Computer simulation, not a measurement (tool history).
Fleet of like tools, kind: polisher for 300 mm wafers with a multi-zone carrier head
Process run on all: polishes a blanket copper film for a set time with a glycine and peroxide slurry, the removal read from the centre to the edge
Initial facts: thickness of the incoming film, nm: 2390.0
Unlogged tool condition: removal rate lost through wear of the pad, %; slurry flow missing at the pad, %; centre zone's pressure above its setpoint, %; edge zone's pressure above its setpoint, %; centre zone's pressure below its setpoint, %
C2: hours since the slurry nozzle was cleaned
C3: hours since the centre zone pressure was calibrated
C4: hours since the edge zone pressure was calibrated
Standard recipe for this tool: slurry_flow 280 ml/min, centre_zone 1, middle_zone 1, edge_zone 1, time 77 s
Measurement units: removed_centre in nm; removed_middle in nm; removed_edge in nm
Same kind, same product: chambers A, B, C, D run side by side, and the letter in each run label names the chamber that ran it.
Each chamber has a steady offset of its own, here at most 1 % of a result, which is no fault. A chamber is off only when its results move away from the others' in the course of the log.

Run 1C, hour 6.4: usual settings; wafers polished on this pad 523; C2 157; C3 259.6; C4 547. Result: removed_centre 448.23 nm, removed_middle 451.43 nm, removed_edge 440.98 nm.
Run 2D, hour 18.2: usual settings; wafers polished on this pad 200; C2 61.8; C3 936.2; C4 108.9. Result: removed_centre 442.14 nm, removed_middle 445.7 nm, removed_edge 449.42 nm.
Run 3A, hour 31.6: usual settings; wafers polished on this pad 291; C2 55.4; C3 327.2; C4 374.3. Result: removed_centre 439.6 nm, removed_middle 445.15 nm, removed_edge 451.02 nm.
At hour 36.7: chamber C: worn pad replaced by a new one.
Run 4B, hour 43.5: usual settings; wafers polished on this pad 372; C2 223.4; C3 504.2; C4 800. Result: removed_centre 441.97 nm, removed_middle 445.75 nm, removed_edge 443.9 nm.
Run 5B, hour 51.9: usual settings; wafers polished on this pad 444; C2 231.8; C3 512.6; C4 808.4. Result: removed_centre 445.79 nm, removed_middle 440.36 nm, removed_edge 443.48 nm.
Run 6C, hour 60.2: usual settings; wafers polished on this pad 201; C2 210.8; C3 313.4; C4 600.8. Result: removed_centre 446.93 nm, removed_middle 453.77 nm, removed_edge 441.32 nm.
At hour 61.9: chamber A: centre zone pressure recalibrated.
Run 7A, hour 71.3: usual settings; wafers polished on this pad 631; C2 95.1; C3 9.5; C4 414. Result: removed_centre 437.46 nm, removed_middle 442.86 nm, removed_edge 452.39 nm.
At hour 81.1: chamber D: worn pad replaced by a new one.
Run 8D, hour 84.4: usual settings; wafers polished on this pad 28; C2 128; C3 1002.4; C4 175.1. Result: removed_centre 440.72 nm, removed_middle 445.94 nm, removed_edge 440.6 nm.
At hour 92.6: chamber B: worn pad replaced by a new one.
At hour 92.9: chamber C: centre zone pressure recalibrated.
Run 9D, hour 95.6: usual settings; wafers polished on this pad 124; C2 139.2; C3 1013.6; C4 186.3. Result: removed_centre 441.12 nm, removed_middle 439.69 nm, removed_edge 448.67 nm.
At hour 99.8: chamber D: centre zone pressure recalibrated.
Run 10C, hour 104.7: usual settings; wafers polished on this pad 583; C2 255.3; C3 11.9; C4 645.3. Result: removed_centre 443.73 nm, removed_middle 446.66 nm, removed_edge 451.55 nm.
At hour 111.6: chamber A: worn pad replaced by a new one.
Run 11B, hour 114.8: usual settings; wafers polished on this pad 190; C2 294.7; C3 575.5; C4 871.3. Result: removed_centre 448.27 nm, removed_middle 442.37 nm, removed_edge 451.53 nm.
Run 12A, hour 127.9: usual settings but middle_zone 0.91; wafers polished on this pad 140; C2 151.7; C3 66.1; C4 470.6. Result: removed_centre 435.21 nm, removed_middle 406.83 nm, removed_edge 440.46 nm.
At hour 131.3: chamber C: worn pad replaced by a new one.
Run 13A, hour 137.2: usual settings but middle_zone 0.91; wafers polished on this pad 220; C2 161; C3 75.4; C4 479.9. Result: removed_centre 437.2 nm, removed_middle 407.15 nm, removed_edge 447.69 nm.
At hour 139.8: chamber C: edge zone pressure recalibrated.
Run 14D, hour 145.3: usual settings but middle_zone 0.91; wafers polished on this pad 550; C2 188.9; C3 45.6; C4 236. Result: removed_centre 438.55 nm, removed_middle 407.1 nm, removed_edge 441.69 nm.
Run 15B, hour 151.6: usual settings but middle_zone 0.91; wafers polished on this pad 505; C2 331.5; C3 612.3; C4 908.1. Result: removed_centre 444.86 nm, removed_middle 404.7 nm, removed_edge 440.82 nm.
Run 16C, hour 161.1: usual settings but slurry_flow 375 ml/min, middle_zone 0.94; wafers polished on this pad 255; C2 311.7; C3 68.3; C4 21.3. Result: removed_centre 456.99 nm, removed_middle 432.05 nm, removed_edge 449.01 nm.
At hour 168: chamber D: worn pad replaced by a new one.
Run 17D, hour 170.2: usual settings but slurry_flow 375 ml/min, middle_zone 0.94; wafers polished on this pad 18; C2 213.8; C3 70.5; C4 260.9. Result: removed_centre 455.96 nm, removed_middle 432.79 nm, removed_edge 455.29 nm.
At hour 174.5: chamber B: worn pad replaced by a new one.
Run 18A, hour 178.2: usual settings but slurry_flow 375 ml/min, middle_zone 0.94; wafers polished on this pad 571; C2 202; C3 116.4; C4 520.9. Result: removed_centre 456 nm, removed_middle 431.19 nm, removed_edge 454.28 nm.
Run 19B, hour 191: usual settings but slurry_flow 375 ml/min, middle_zone 0.94; wafers polished on this pad 141; C2 370.9; C3 651.7; C4 947.5. Result: removed_centre 456.07 nm, removed_middle 432.15 nm, removed_edge 461.8 nm.
Run 20C, hour 199.2: usual settings; wafers polished on this pad 581; C2 349.8; C3 106.4; C4 59.4. Result: removed_centre 450.56 nm, removed_middle 445.8 nm, removed_edge 440.98 nm.
At hour 210.2: chamber C: worn pad replaced by a new one.
Run 21D, hour 211.7: usual settings; wafers polished on this pad 374; C2 255.3; C3 112; C4 302.4. Result: removed_centre 440.71 nm, removed_middle 445.25 nm, removed_edge 429.99 nm.
At hour 217.3: chamber A: worn pad replaced by a new one.
Run 22C, hour 223.3: usual settings; wafers polished on this pad 113; C2 373.9; C3 130.5; C4 83.5. Result: removed_centre 445.74 nm, removed_middle 447.14 nm, removed_edge 443.32 nm.
Run 23B, hour 229.9: usual settings; wafers polished on this pad 474; C2 409.8; C3 690.6; C4 986.4. Result: removed_centre 447.7 nm, removed_middle 444.67 nm, removed_edge 448.46 nm.
Run 24A, hour 241.9: usual settings but edge_zone 1.1; wafers polished on this pad 211; C2 265.7; C3 180.1; C4 584.6. Result: removed_centre 440.84 nm, removed_middle 442.47 nm, removed_edge 463.49 nm.
At hour 250.5: chamber B: worn pad replaced by a new one.
At hour 253.8: chamber D: worn pad replaced by a new one.
Run 25D, hour 255.3: usual settings but edge_zone 1.1; wafers polished on this pad 13; C2 298.9; C3 155.6; C4 346. Result: removed_centre 440.6 nm, removed_middle 438.78 nm, removed_edge 453.52 nm.
Run 26B, hour 262.4: usual settings but edge_zone 1.1; wafers polished on this pad 102; C2 442.3; C3 723.1; C4 1018.9. Result: removed_centre 444.8 nm, removed_middle 448.95 nm, removed_edge 457.26 nm.
Run 27A, hour 271.7: usual settings but edge_zone 1.1; wafers polished on this pad 466; C2 295.5; C3 209.9; C4 614.4. Result: removed_centre 442.43 nm, removed_middle 444.34 nm, removed_edge 473.38 nm.
At hour 275.4: chamber C: slurry nozzle cleaned.
Run 28C, hour 282: usual settings; wafers polished on this pad 615; C2 6.7; C3 189.2; C4 142.2. Result: removed_centre 444.79 nm, removed_middle 446.67 nm, removed_edge 450.43 nm.
Run 29B, hour 294.1: usual settings; wafers polished on this pad 373; C2 474; C3 754.8; C4 1050.6. Result: removed_centre 443.04 nm, removed_middle 443.37 nm, removed_edge 444.77 nm.
Run 30A, hour 306.4: usual settings; wafers polished on this pad 763; C2 330.2; C3 244.6; C4 649.1. Result: removed_centre 434.9 nm, removed_middle 433.99 nm, removed_edge 436.96 nm.

All chambers now run identical settings, listed one chamber a line with results as question marks. What results will each chamber show?
Run 31A, hour 316.4: usual settings. Result: removed_centre ?, removed_middle ?, removed_edge ?.
Run 31B, hour 316.4: usual settings. Result: removed_centre ?, removed_middle ?, removed_edge ?.
Run 31C, hour 316.4: usual settings. Result: removed_centre ?, removed_middle ?, removed_edge ?.
Run 31D, hour 316.4: usual settings. Result: removed_centre ?, removed_middle ?, removed_edge ?.

run  removed_centre  removed_middle  removed_edge
31A          443.55          442.12        440.84
31B           443.3          445.18        444.83
31C          444.87          445.69        433.36
31D          444.22          449.68        437.52
